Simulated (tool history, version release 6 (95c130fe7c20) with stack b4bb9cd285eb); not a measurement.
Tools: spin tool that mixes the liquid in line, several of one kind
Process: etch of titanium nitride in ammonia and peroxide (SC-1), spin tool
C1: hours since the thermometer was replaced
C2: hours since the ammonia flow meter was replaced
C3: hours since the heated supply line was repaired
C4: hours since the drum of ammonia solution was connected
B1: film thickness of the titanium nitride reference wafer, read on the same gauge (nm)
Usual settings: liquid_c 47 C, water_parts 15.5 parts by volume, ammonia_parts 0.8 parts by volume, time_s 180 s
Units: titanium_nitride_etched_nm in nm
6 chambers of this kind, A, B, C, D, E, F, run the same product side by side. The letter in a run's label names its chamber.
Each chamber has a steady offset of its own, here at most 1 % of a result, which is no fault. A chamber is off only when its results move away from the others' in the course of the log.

Run 1A, hour 7.9: usual settings; C1 1923.9; C2 1255.3; C3 2217.6; C4 598.8; B1 89.993. Result: titanium_nitride_etched_nm 6.1092 nm.
Run 2F, hour 12.4: usual settings; C1 276.6; C2 2151.4; C3 621.3; C4 367.9; B1 89.954. Result: titanium_nitride_etched_nm 6.1257 nm.
Run 3E, hour 20.8: usual settings; C1 1204.1; C2 490.1; C3 607.8; C4 602; B1 89.978. Result: titanium_nitride_etched_nm 6.1561 nm.
Run 4D, hour 29.5: usual settings; C1 399.5; C2 123.3; C3 1085.7; C4 626.9; B1 89.993. Result: titanium_nitride_etched_nm 6.0728 nm.
Run 5B, hour 37.9: usual settings; C1 665.4; C2 541.6; C3 334.8; C4 781.2; B1 90.029. Result: titanium_nitride_etched_nm 6.0994 nm.
Run 6C, hour 42: usual settings; C1 125.6; C2 810.5; C3 3432.1; C4 194.6; B1 89.965. Result: titanium_nitride_etched_nm 6.0737 nm.
Run 7E, hour 47.5: usual settings; C1 1230.8; C2 516.8; C3 634.5; C4 628.7; B1 90.003. Result: titanium_nitride_etched_nm 6.1913 nm.
Run 8D, hour 56: usual settings; C1 426; C2 149.8; C3 1112.2; C4 653.4; B1 90.015. Result: titanium_nitride_etched_nm 6.0516 nm.
Run 9C, hour 63: usual settings; C1 146.6; C2 831.5; C3 3453.1; C4 215.6; B1 90.005. Result: titanium_nitride_etched_nm 6.115 nm.
Run 10F, hour 66.8: usual settings; C1 331; C2 2205.8; C3 675.7; C4 422.3; B1 89.989. Result: titanium_nitride_etched_nm 6.1438 nm.
Run 11A, hour 73.9: usual settings; C1 1989.9; C2 1321.3; C3 2283.6; C4 664.8; B1 90.022. Result: titanium_nitride_etched_nm 6.1059 nm.
At hour 77: chamber B: new drum of ammonia solution connected.
Run 12B, hour 79.9: usual settings; C1 707.4; C2 583.6; C3 376.8; C4 2.9; B1 90.018. Result: titanium_nitride_etched_nm 6.108 nm.
Run 13B, hour 85.4: usual settings; C1 712.9; C2 589.1; C3 382.3; C4 8.4; B1 89.955. Result: titanium_nitride_etched_nm 6.1282 nm.
Run 14A, hour 91.2: usual settings; C1 2007.2; C2 1338.6; C3 2300.9; C4 682.1; B1 89.984. Result: titanium_nitride_etched_nm 6.1323 nm.
Run 15C, hour 95.6: usual settings; C1 179.2; C2 864.1; C3 3485.7; C4 248.2; B1 89.985. Result: titanium_nitride_etched_nm 6.1551 nm.
Run 16F, hour 99.5: usual settings but water_parts 8 parts by volume; C1 363.7; C2 2238.5; C3 708.4; C4 455; B1 89.981. Result: titanium_nitride_etched_nm 8.5766 nm.
Run 17E, hour 108.3: usual settings but water_parts 8 parts by volume; C1 1291.6; C2 577.6; C3 695.3; C4 689.5; B1 89.98. Result: titanium_nitride_etched_nm 8.6949 nm.
Run 18D, hour 113.6: usual settings but water_parts 8 parts by volume; C1 483.6; C2 207.4; C3 1169.8; C4 711; B1 90.01. Result: titanium_nitride_etched_nm 8.591 nm.
At hour 114.2: chamber B: ammonia flow meter replaced.
Run 19B, hour 119.1: usual settings but water_parts 8 parts by volume; C1 746.6; C2 5; C3 416; C4 42.1; B1 90.024. Result: titanium_nitride_etched_nm 8.6504 nm.
Run 20E, hour 123.6: usual settings but water_parts 8 parts by volume; C1 1306.9; C2 592.9; C3 710.6; C4 704.8; B1 90.005. Result: titanium_nitride_etched_nm 8.7069 nm.
Run 21A, hour 132.4: usual settings but water_parts 8 parts by volume; C1 2048.4; C2 1379.8; C3 2342.1; C4 723.3; B1 90.032. Result: titanium_nitride_etched_nm 8.5962 nm.
At hour 133.7: chamber F: new drum of ammonia solution connected.
Run 22C, hour 137.7: usual settings; C1 221.3; C2 906.2; C3 3527.8; C4 290.3; B1 89.987. Result: titanium_nitride_etched_nm 6.1494 nm.
Run 23D, hour 142.7: usual settings; C1 512.7; C2 236.5; C3 1198.9; C4 740.1; B1 89.983. Result: titanium_nitride_etched_nm 6.1109 nm.
Run 24F, hour 146.5: usual settings; C1 410.7; C2 2285.5; C3 755.4; C4 12.8; B1 90.032. Result: titanium_nitride_etched_nm 6.1151 nm.
Run 25E, hour 150.6: usual settings; C1 1333.9; C2 619.9; C3 737.6; C4 731.8; B1 90.019. Result: titanium_nitride_etched_nm 6.1996 nm.
Run 26A, hour 155.2: usual settings; C1 2071.2; C2 1402.6; C3 2364.9; C4 746.1; B1 89.955. Result: titanium_nitride_etched_nm 6.1331 nm.
Run 27C, hour 162.6: usual settings; C1 246.2; C2 931.1; C3 3552.7; C4 315.2; B1 89.968. Result: titanium_nitride_etched_nm 6.1388 nm.
At hour 170.1: chamber F: ammonia flow meter replaced.
Run 28F, hour 171.5: usual settings; C1 435.7; C2 1.4; C3 780.4; C4 37.8; B1 89.971. Result: titanium_nitride_etched_nm 6.1187 nm.
At hour 174.9: chamber A: thermometer replaced.
At hour 177.3: chamber E: thermometer replaced.
Run 29B, hour 177.4: usual settings; C1 804.9; C2 63.3; C3 474.3; C4 100.4; B1 90.04. Result: titanium_nitride_etched_nm 6.1321 nm.
Run 30D, hour 182.6: usual settings; C1 552.6; C2 276.4; C3 1238.8; C4 780; B1 89.996. Result: titanium_nitride_etched_nm 6.076 nm.
Run 31B, hour 191.4: usual settings; C1 818.9; C2 77.3; C3 488.3; C4 114.4; B1 89.996. Result: titanium_nitride_etched_nm 6.1452 nm.
At hour 196.1: chamber C: heated supply line repaired.
Run 32A, hour 197.1: usual settings; C1 22.2; C2 1444.5; C3 2406.8; C4 788; B1 90.035. Result: titanium_nitride_etched_nm 6.1351 nm.
Run 33D, hour 203.3: usual settings; C1 573.3; C2 297.1; C3 1259.5; C4 800.7; B1 90.042. Result: titanium_nitride_etched_nm 6.0712 nm.
Run 34E, hour 209.4: usual settings; C1 32.1; C2 678.7; C3 796.4; C4 790.6; B1 89.99. Result: titanium_nitride_etched_nm 6.209 nm.
Run 35C, hour 216: usual settings; C1 299.6; C2 984.5; C3 19.9; C4 368.6; B1 90.047. Result: titanium_nitride_etched_nm 6.1396 nm.
Run 36F, hour 224: usual settings; C1 488.2; C2 53.9; C3 832.9; C4 90.3; B1 90.042. Result: titanium_nitride_etched_nm 6.1228 nm.
Run 37C, hour 231.6: usual settings; C1 315.2; C2 1000.1; C3 35.5; C4 384.2; B1 90.034. Result: titanium_nitride_etched_nm 6.161 nm.
Run 38B, hour 235.8: usual settings; C1 863.3; C2 121.7; C3 532.7; C4 158.8; B1 90.043. Result: titanium_nitride_etched_nm 6.1365 nm.

What goes on in this fleet: one chamber off, a drifting gauge, or nothing beyond the chambers' own small offsets? Name the chamber and the cause, if any.

No chamber stands off beyond its own small offset, and the gauge holds steady.

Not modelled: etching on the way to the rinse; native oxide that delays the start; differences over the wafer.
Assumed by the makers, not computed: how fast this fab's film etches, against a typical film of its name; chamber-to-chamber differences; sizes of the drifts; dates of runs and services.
